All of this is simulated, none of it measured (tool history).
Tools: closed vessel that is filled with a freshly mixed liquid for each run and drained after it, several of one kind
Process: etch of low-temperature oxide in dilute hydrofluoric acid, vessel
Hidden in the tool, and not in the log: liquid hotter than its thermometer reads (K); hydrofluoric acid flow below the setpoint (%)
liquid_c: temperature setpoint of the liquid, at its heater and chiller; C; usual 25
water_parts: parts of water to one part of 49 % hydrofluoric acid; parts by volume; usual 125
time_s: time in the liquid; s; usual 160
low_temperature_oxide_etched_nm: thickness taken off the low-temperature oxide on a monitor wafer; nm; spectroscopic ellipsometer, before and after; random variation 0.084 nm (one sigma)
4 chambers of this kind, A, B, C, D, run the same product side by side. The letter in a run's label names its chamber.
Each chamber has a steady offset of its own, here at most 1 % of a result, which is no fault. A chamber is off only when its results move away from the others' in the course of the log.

run,hour,liquid_c,water_parts,time_s,hours since the thermometer was replaced,hours since the hydrofluoric acid flow meter was replaced,"read-back film thickness of the low-temperature oxide reference wafer, read on the same gauge (nm)",low_temperature_oxide_etched_nm
1C,9.8,25,125,160,328.3,33.3,120,14.334
2A,17.7,25,125,160,2153,21.4,120,14.394
3B,29,25,125,160,175.5,177.5,120,14.345
4D,37.2,25,125,160,716.6,365.4,119.99,14.251
5C,46.1,25,125,160,364.6,69.6,120,14.301
6B,54.3,25,125,160,200.8,202.8,119.99,14.41
7A,63.9,25,125,160,2199.2,67.6,119.99,14.368
8D,72.2,25,125,160,751.6,400.4,120,14.197
# hour 77.7: chamber D: hydrofluoric acid flow meter replaced
9A,80.9,25,125,160,2216.2,84.6,120,14.287
10C,92.1,25,125,160,410.6,115.6,120,14.157
11D,101.4,25,125,160,780.8,23.7,120.01,14.285
12B,113.1,25,125,160,259.6,261.6,120.01,14.255
13B,121.1,25,125,160,267.6,269.6,120.01,14.35
14D,128.7,29,80,160,808.1,51,119.99,28.273
15C,140.2,29,80,160,458.7,163.7,120.01,27.718
16A,149.4,29,80,160,2284.7,153.1,120,27.539
17D,160.6,29,80,160,840,82.9,120.01,28.301
18B,167.8,25,125,160,314.3,316.3,120.03,14.246
19A,173.2,25,125,70,2308.5,176.9,120.01,6.2689
20C,183.2,25,125,70,501.7,206.7,120,6.2038
21A,188.9,25,125,70,2324.2,192.6,120.02,6.2509
22D,197,25,125,70,876.4,119.3,120,6.4054
23B,205.8,25,125,160,352.3,354.3,120.02,14.3
24C,212.3,25,125,160,530.8,235.8,119.98,14.166
25B,222.3,25,170,160,368.8,370.8,119.99,10.05
26C,232.9,25,170,160,551.4,256.4,120.01,9.8388
27D,244.3,25,170,160,923.7,166.6,119.98,10.171
28A,256,25,170,160,2391.3,259.7,120.01,10.001
29D,267.4,25,125,160,946.8,189.7,120,14.696
30C,277.9,28.5,180,160,596.4,301.4,120,10.461
31A,289.6,28.5,180,160,2424.9,293.3,120,10.722
32B,301.1,28.5,180,160,447.6,449.6,120.01,10.612
33C,312.8,28.5,180,160,631.3,336.3,120,10.387
34A,322.6,25,125,160,2457.9,326.3,120,14.373
# hour 330.3: chamber B: hydrofluoric acid flow meter replaced
35B,333.5,25,125,160,480,3.3,120.02,14.357
36D,338.8,25,125,160,1018.2,261.1,120,14.715
37A,349.6,25,125,160,2484.9,353.3,120.02,14.358

Is one chamber off against the others, does the gauge drift, or is nothing wrong? If a chamber is off, say which, and what the likeliest cause is.

Chamber D drifts away from the others.
Cause: liquid hotter than its thermometer reads (K) = 1.02.

Here are 4 candidates for chamber D's next run, each the usual settings with a change, their results left as question marks. Which one brings its results back in line with what the others give on the usual settings?
In line means no further than this from the other chambers' mean on the usual settings: low_temperature_oxide_etched_nm 0.29 nm
38D-1,358.1,27,125,160,,,,?
38D-2,358.1,25,125,155,,,,?
38D-3,358.1,25,125,150,,,,?
38D-4,358.1,26,125,160,,,,?

The other chambers' mean on the usual settings: low_temperature_oxide_etched_nm 14.313 nm
run,low_temperature_oxide_etched_nm
38D-1,15.959
38D-2,14.319
38D-3,13.857
38D-4,15.365
38D-2 brings the chamber back in line.

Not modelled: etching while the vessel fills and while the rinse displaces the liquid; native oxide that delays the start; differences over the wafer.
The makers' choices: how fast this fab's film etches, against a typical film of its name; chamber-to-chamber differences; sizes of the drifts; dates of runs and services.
